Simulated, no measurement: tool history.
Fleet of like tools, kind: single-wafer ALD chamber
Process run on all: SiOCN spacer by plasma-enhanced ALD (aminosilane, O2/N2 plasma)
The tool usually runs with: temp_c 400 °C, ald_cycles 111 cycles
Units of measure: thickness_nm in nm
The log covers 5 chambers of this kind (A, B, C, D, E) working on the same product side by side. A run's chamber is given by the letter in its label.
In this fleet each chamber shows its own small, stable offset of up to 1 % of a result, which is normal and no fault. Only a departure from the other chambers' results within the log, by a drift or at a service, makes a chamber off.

run,hour,temp_c,ald_cycles,"read-back reference wafer on the same gauge, thickness_nm",thickness_nm
# hour 4.8: chamber C: thermocouple changed; heater temperature recalibrated
1A,10.3,400,111,7.699,6.6586
2D,20.3,400,111,7.7019,6.7337
3E,31.5,400,111,7.703,6.6343
4B,40.8,400,111,7.7021,6.7558
5C,52.2,400,111,7.7034,6.707
6A,64.6,400,111,7.7062,6.6744
7C,70.5,400,111,7.7062,6.7027
8B,83.3,400,111,7.7076,6.7512
9E,90.7,400,111,7.7054,6.6287
10D,103.5,386,101,7.7085,6.1162
11A,116.6,386,101,7.7088,6.0602
12E,129.1,386,101,7.712,6.0395
13B,135.2,386,101,7.7115,6.1477
14D,145.3,386,101,7.7083,6.1183
15C,154.4,400,111,7.7099,6.7088
16C,164.5,400,111,7.7114,6.6905
17D,175.2,400,111,7.7152,6.7364
18E,184.6,400,111,7.7122,6.6436
19A,192,400,111,7.7157,6.6636
20B,200.9,400,111,7.7134,6.7765
21C,211.9,400,111,7.7179,6.7183
22B,219,400,111,7.7159,6.7619
23A,228.3,411,102,7.7164,5.9296
24D,234.8,411,102,7.7178,5.9746
25E,248.2,411,102,7.7199,5.9082
26A,255.2,411,102,7.7188,5.9358
27C,268.1,411,102,7.72,5.9696
28B,279.3,400,111,7.7191,6.774
29E,287.6,400,111,7.7193,6.6567
30D,296.7,400,111,7.7201,6.7489
31B,304.8,400,111,7.721,6.784
32A,318.1,400,111,7.7244,6.6816
33D,330.7,400,111,7.7237,6.7445
34E,340.6,400,111,7.7256,6.6553
35C,350.8,400,111,7.7255,6.7222
36C,362,400,111,7.7241,6.705
37A,372.3,400,111,7.7281,6.6908
38B,385.2,400,111,7.7273,6.7765
39E,397.1,400,111,7.7282,6.6665
40D,406.4,400,104,7.7306,6.3298
41D,418.6,400,104,7.729,6.3194
42C,431,400,104,7.7304,6.2977

Does one chamber stand apart from the rest, does the shared gauge drift, or is all well apart from small per-chamber offsets? Give the chamber and the most likely cause, where there is one.

Gauge drift. The chambers move together only on paper, and none stands off.
Cause: gauge reads high (%) = 0.42.
